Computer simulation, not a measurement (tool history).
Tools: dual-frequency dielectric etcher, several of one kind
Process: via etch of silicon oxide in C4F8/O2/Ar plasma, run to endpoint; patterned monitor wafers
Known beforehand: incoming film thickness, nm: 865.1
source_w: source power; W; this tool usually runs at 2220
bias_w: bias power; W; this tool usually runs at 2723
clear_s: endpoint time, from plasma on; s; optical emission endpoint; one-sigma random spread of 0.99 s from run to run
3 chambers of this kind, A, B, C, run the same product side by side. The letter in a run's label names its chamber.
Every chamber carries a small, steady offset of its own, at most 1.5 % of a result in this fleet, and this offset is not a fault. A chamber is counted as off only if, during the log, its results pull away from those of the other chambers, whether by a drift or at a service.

| run | hour | source_w | bias_w | hours since the last wet clean | hours since the last source power generator calibration | hours since the last bias power generator calibration | clear_s |
|---|---|---|---|---|---|---|---|
| 1A | 5.0 | 2220 | 2723 | 370.5 | 486.5 | 2565.9 | 149.36 |
|  | 10.5 | chamber B: wet clean of the chamber |
| 2C | 10.6 | 2220 | 2723 | 185.1 | 675.7 | 1900.1 | 149.11 |
| 3B | 17.0 | 2220 | 2723 | 6.5 | 1913.9 | 1478.2 | 153.12 |
| 4B | 20.0 | 2220 | 2723 | 9.5 | 1916.9 | 1481.2 | 151.01 |
| 5C | 25.3 | 2220 | 2723 | 199.8 | 690.4 | 1914.8 | 151.24 |
| 6A | 31.2 | 2020 | 2499 | 396.7 | 512.7 | 2592.1 | 159.14 |
| 7C | 34.7 | 2020 | 2499 | 209.2 | 699.8 | 1924.2 | 160.55 |
| 8B | 38.1 | 2020 | 2499 | 27.6 | 1935.0 | 1499.3 | 160.65 |
| 9A | 44.0 | 2220 | 2723 | 409.5 | 525.5 | 2604.9 | 149.39 |
| 10A | 49.6 | 2220 | 2723 | 415.1 | 531.1 | 2610.5 | 148.17 |
| 11B | 54.4 | 2220 | 2723 | 43.9 | 1951.3 | 1515.6 | 149.89 |
| 12C | 59.3 | 2220 | 2723 | 233.8 | 724.4 | 1948.8 | 148.22 |
|  | 64.2 | chamber A: wet clean of the chamber |
| 13A | 64.9 | 1960 | 3387 | 0.8 | 546.4 | 2625.8 | 146.27 |
| 14B | 68.9 | 1960 | 3387 | 58.4 | 1965.8 | 1530.1 | 148.38 |
| 15C | 71.8 | 1960 | 3387 | 246.3 | 736.9 | 1961.3 | 146.97 |
| 16B | 77.7 | 2220 | 2723 | 67.2 | 1974.6 | 1538.9 | 150.84 |
| 17C | 82.6 | 2220 | 2252 | 257.1 | 747.7 | 1972.1 | 158.29 |
| 18A | 86.6 | 2220 | 2252 | 22.5 | 568.1 | 2647.5 | 157.18 |
| 19C | 89.9 | 2220 | 2252 | 264.4 | 755.0 | 1979.4 | 158.33 |
| 20B | 93.0 | 2220 | 2723 | 82.5 | 1989.9 | 1554.2 | 150.41 |
| 21A | 97.5 | 2220 | 2723 | 33.4 | 579.0 | 2658.4 | 150.14 |
| 22C | 103.3 | 2220 | 2723 | 277.8 | 768.4 | 1992.8 | 149.76 |
| 23A | 109.4 | 2220 | 2723 | 45.3 | 590.9 | 2670.3 | 149.13 |

Decide between three cases: one chamber stands off from its peers, the gauge reading all wafers drifts, or nothing is wrong past each chamber's small offset. Where a chamber is off, say which and what most likely put it there.

Neither any chamber nor the gauge drifts; the chambers differ only by their own small, steady offsets.

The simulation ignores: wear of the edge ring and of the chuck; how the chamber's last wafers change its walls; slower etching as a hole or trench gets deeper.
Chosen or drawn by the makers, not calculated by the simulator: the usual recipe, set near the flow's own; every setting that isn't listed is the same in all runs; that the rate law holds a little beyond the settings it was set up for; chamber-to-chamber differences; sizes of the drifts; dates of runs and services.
